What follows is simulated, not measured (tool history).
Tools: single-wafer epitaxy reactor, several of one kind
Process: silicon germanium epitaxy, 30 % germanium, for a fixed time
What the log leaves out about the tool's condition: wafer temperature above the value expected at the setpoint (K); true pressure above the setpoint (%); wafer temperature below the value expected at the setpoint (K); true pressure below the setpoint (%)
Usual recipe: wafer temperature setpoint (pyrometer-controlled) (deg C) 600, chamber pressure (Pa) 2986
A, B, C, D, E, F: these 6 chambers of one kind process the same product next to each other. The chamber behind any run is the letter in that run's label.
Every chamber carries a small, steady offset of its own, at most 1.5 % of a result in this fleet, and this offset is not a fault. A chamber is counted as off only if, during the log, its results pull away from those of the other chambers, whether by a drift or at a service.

| run | day | wafer temperature setpoint (pyrometer-controlled) (deg C) | chamber pressure (Pa) | hours since the last pyrometer calibration | hours since the last manometer calibration | read-back reference wafer on the same gauge, thickness_nm | mean film thickness on the monitor wafer (nm) |
|---|---|---|---|---|---|---|---|
| 1A | 0.517 | 600 | 2986 | 1804.9 | 1282.2 | 71.727 | 62.017 |
| 2C | 0.921 | 600 | 2986 | 325.4 | 794.5 | 71.805 | 61.517 |
| 3D | 1.529 | 600 | 2986 | 855.3 | 673.9 | 71.707 | 61.484 |
| 4B | 1.904 | 600 | 2986 | 860.7 | 1497.9 | 71.795 | 61.641 |
| 5E | 2.429 | 600 | 2986 | 113.9 | 1770.7 | 71.786 | 61.853 |
| 6F | 2.762 | 600 | 2986 | 648.9 | 535.2 | 71.775 | 62.231 |
| 7E | 3.292 | 600 | 2986 | 134.6 | 1791.4 | 71.846 | 61.849 |
| 8C | 3.825 | 600 | 2986 | 395.1 | 864.2 | 71.813 | 60.843 |
| 9D | 4.283 | 600 | 2986 | 921.4 | 740 | 71.714 | 61.173 |
| 10A | 4.771 | 600 | 2986 | 1907 | 1384.3 | 71.818 | 62.476 |
| 11F | 5.121 | 600 | 2986 | 705.5 | 591.8 | 71.786 | 62.108 |
| 12B | 5.808 | 600 | 2986 | 954.4 | 1591.6 | 71.884 | 61.662 |
| 13F | 6.321 | 600 | 2986 | 734.3 | 620.6 | 71.776 | 61.579 |
| 14E | 6.862 | 600 | 2986 | 220.3 | 1877.1 | 71.761 | 62.313 |
| 15C | 7.283 | 600 | 2986 | 478.1 | 947.2 | 71.828 | 61.319 |
| 16A | 7.829 | 600 | 2986 | 1980.4 | 1457.7 | 71.838 | 62.703 |
| 17D | 8.375 | 600 | 2986 | 1019.6 | 838.2 | 71.781 | 61.972 |
| 18B | 9.05 | 600 | 2986 | 1032.2 | 1669.4 | 71.843 | 62.188 |
| 19C | 9.562 | 600 | 2986 | 532.8 | 1001.9 | 71.824 | 61.329 |
| 20B | 10.021 | 600 | 2986 | 1055.5 | 1692.7 | 71.785 | 61.943 |
| 21A | 10.683 | 600 | 2986 | 2048.9 | 1526.2 | 71.795 | 62.568 |
| 22F | 11.171 | 600 | 2986 | 850.7 | 737 | 71.722 | 62.079 |
| 23E | 11.508 | 600 | 2986 | 331.8 | 1988.6 | 71.744 | 62.061 |
| 24D | 11.9 | 600 | 2706 | 1104.2 | 922.8 | 71.762 | 58.789 |
| 25E | 12.233 | 600 | 2706 | 349.2 | 2006 | 71.819 | 59.568 |
|  | 12.55 | chamber A: capacitance manometer re-zeroed and calibrated |
| 26D | 12.758 | 600 | 2706 | 1124.8 | 943.4 | 71.83 | 59.277 |
| 27B | 13.212 | 600 | 2706 | 1132.1 | 1769.3 | 71.783 | 59.584 |
| 28C | 13.717 | 600 | 2706 | 632.5 | 1101.6 | 71.837 | 58.64 |
| 29A | 14.25 | 600 | 2706 | 2134.5 | 40.8 | 71.882 | 60.957 |
| 30F | 14.575 | 600 | 2986 | 932.4 | 818.7 | 71.877 | 62.118 |
| 31C | 15.021 | 600 | 2986 | 663.8 | 1132.9 | 71.753 | 60.881 |
| 32A | 15.617 | 609 | 2986 | 2167.3 | 73.6 | 71.74 | 74.176 |
| 33D | 16.075 | 609 | 2986 | 1204.4 | 1023 | 71.825 | 71.704 |
| 34B | 16.467 | 609 | 2986 | 1210.2 | 1847.4 | 71.762 | 72.772 |
| 35E | 16.983 | 609 | 2986 | 463.2 | 2120 | 71.763 | 73.569 |
| 36F | 17.312 | 609 | 2986 | 998.1 | 884.4 | 71.745 | 73.34 |
| 37D | 17.717 | 609 | 2986 | 1243.8 | 1062.4 | 71.741 | 72.698 |
| 38A | 18.296 | 600 | 2986 | 2231.6 | 137.9 | 71.764 | 63.539 |
| 39F | 18.708 | 600 | 2986 | 1031.6 | 917.9 | 71.743 | 62.425 |

Next, every chamber runs the same settings. What will each give?
| 40A | 19.2 | 600 | 2986 |  |  |  | ? |
| 40B | 19.2 | 600 | 2986 |  |  |  | ? |
| 40C | 19.2 | 600 | 2986 |  |  |  | ? |
| 40D | 19.2 | 600 | 2986 |  |  |  | ? |
| 40E | 19.2 | 600 | 2986 |  |  |  | ? |
| 40F | 19.2 | 600 | 2986 |  |  |  | ? |

| run | mean film thickness on the monitor wafer (nm) |
|---|---|
| 40A | 64.068 |
| 40B | 61.734 |
| 40C | 60.809 |
| 40D | 61.429 |
| 40E | 62.007 |
| 40F | 61.813 |
